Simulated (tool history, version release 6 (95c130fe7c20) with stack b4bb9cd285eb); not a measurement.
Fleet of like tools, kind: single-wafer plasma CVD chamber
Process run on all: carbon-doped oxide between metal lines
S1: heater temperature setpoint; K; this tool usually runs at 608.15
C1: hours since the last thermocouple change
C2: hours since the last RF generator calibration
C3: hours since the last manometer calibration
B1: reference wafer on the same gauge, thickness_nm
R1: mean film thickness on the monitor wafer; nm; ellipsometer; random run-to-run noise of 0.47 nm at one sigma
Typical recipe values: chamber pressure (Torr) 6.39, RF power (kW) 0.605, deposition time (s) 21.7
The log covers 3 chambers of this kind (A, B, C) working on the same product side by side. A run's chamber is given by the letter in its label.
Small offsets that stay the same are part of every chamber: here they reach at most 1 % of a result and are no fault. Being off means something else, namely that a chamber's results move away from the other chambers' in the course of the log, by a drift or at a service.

Run 1A, day 0.342: usual settings; C1 505.1; C2 929.4; C3 88.5; B1 151.07. Result: R1 135.03 nm.
Run 2B, day 0.671: usual settings; C1 32.2; C2 1906.8; C3 369.6; B1 151.04. Result: R1 135.01 nm.
At day 0.804: chamber C: RF generator calibrated.
Run 3C, day 1.033: usual settings; C1 827.3; C2 5.6; C3 1376; B1 150.94. Result: R1 135.9 nm.
Run 4A, day 1.408: usual settings; C1 530.7; C2 955; C3 114.1; B1 151.12. Result: R1 134.75 nm.
Run 5C, day 1.654: usual settings; C1 842.2; C2 20.5; C3 1390.9; B1 151.03. Result: R1 136.65 nm.
Run 6B, day 2: usual settings; C1 64.1; C2 1938.7; C3 401.5; B1 151.08. Result: R1 134.78 nm.
Run 7B, day 2.238: usual settings but S1 622.15 K, deposition time (s) 23.8; C1 69.8; C2 1944.4; C3 407.2; B1 150.96. Result: R1 141.47 nm.
Run 8A, day 2.412: usual settings but S1 622.15 K, deposition time (s) 23.8; C1 554.8; C2 979.1; C3 138.2; B1 150.98. Result: R1 141.13 nm.
Run 9C, day 2.675: usual settings but S1 622.15 K, deposition time (s) 23.8; C1 866.7; C2 45; C3 1415.4; B1 150.98. Result: R1 141.95 nm.
Run 10B, day 3.046: usual settings; C1 89.2; C2 1963.8; C3 426.6; B1 151. Result: R1 133.92 nm.
Run 11C, day 3.283: usual settings; C1 881.3; C2 59.6; C3 1430; B1 150.98. Result: R1 136 nm.
Run 12A, day 3.646: usual settings; C1 584.4; C2 1008.7; C3 167.8; B1 150.95. Result: R1 133.88 nm.
Run 13C, day 3.929: usual settings; C1 896.8; C2 75.1; C3 1445.5; B1 150.92. Result: R1 136.77 nm.
Run 14A, day 4.138: usual settings but S1 594.15 K, chamber pressure (Torr) 5.77; C1 596.2; C2 1020.5; C3 179.6; B1 150.99. Result: R1 139.44 nm.
Run 15B, day 4.517: usual settings but S1 594.15 K, chamber pressure (Torr) 5.77; C1 124.5; C2 1999.1; C3 461.9; B1 151.11. Result: R1 139.63 nm.
Run 16A, day 4.879: usual settings but S1 594.15 K, chamber pressure (Torr) 5.77; C1 614; C2 1038.3; C3 197.4; B1 151. Result: R1 137.15 nm.
Run 17B, day 5.096: usual settings but chamber pressure (Torr) 6.9, RF power (kW) 0.64; C1 138.4; C2 2013; C3 475.8; B1 150.91. Result: R1 138.78 nm.
Run 18C, day 5.354: usual settings but chamber pressure (Torr) 6.9, RF power (kW) 0.64; C1 931; C2 109.3; C3 1479.7; B1 151.05. Result: R1 141.88 nm.
Run 19B, day 5.625: usual settings but chamber pressure (Torr) 6.9, RF power (kW) 0.64; C1 151.1; C2 2025.7; C3 488.5; B1 151.06. Result: R1 140.22 nm.
Run 20A, day 5.983: usual settings; C1 640.5; C2 1064.8; C3 223.9; B1 151.11. Result: R1 132.32 nm.
Run 21C, day 6.2: usual settings but chamber pressure (Torr) 7.66, RF power (kW) 0.665; C1 951.3; C2 129.6; C3 1500; B1 151.06. Result: R1 145.6 nm.
Run 22C, day 6.592: usual settings but chamber pressure (Torr) 7.66, RF power (kW) 0.665; C1 960.7; C2 139; C3 1509.4; B1 150.98. Result: R1 145.89 nm.
Run 23B, day 6.967: usual settings but chamber pressure (Torr) 7.66, RF power (kW) 0.665; C1 183.3; C2 2057.9; C3 520.7; B1 150.91. Result: R1 143.91 nm.
Run 24A, day 7.325: usual settings; C1 672.7; C2 1097; C3 256.1; B1 151.09. Result: R1 132.23 nm.
Run 25B, day 7.571: usual settings but RF power (kW) 0.67, deposition time (s) 19; C1 197.8; C2 2072.4; C3 535.2; B1 150.9. Result: R1 125.3 nm.
Run 26C, day 7.812: usual settings but RF power (kW) 0.67, deposition time (s) 19; C1 990; C2 168.3; C3 1538.7; B1 150.9. Result: R1 127.13 nm.
Run 27A, day 8.158: usual settings but RF power (kW) 0.67, deposition time (s) 19; C1 692.7; C2 1117; C3 276.1; B1 151.01. Result: R1 123.54 nm.
Run 28B, day 8.35: usual settings; C1 216.5; C2 2091.1; C3 553.9; B1 151. Result: R1 134.37 nm.
Run 29A, day 8.633: usual settings but S1 614.15 K; C1 704.1; C2 1128.4; C3 287.5; B1 151.01. Result: R1 128.66 nm.
Run 30C, day 8.879: usual settings but S1 614.15 K; C1 1015.6; C2 193.9; C3 1564.3; B1 150.88. Result: R1 133.71 nm.
Run 31B, day 9.242: usual settings but S1 614.15 K; C1 237.9; C2 2112.5; C3 575.3; B1 150.86. Result: R1 131.54 nm.

Next, all 3 chambers run the settings below, one line each with question marks for the results. What does each chamber give?
Run 32A, day 9.521: usual settings but S1 622.15 K. Result: R1 ?.
Run 32B, day 9.521: usual settings but S1 622.15 K. Result: R1 ?.
Run 32C, day 9.521: usual settings but S1 622.15 K. Result: R1 ?.

run      R1
32A  125.37
32B  128.66
32C  130.02
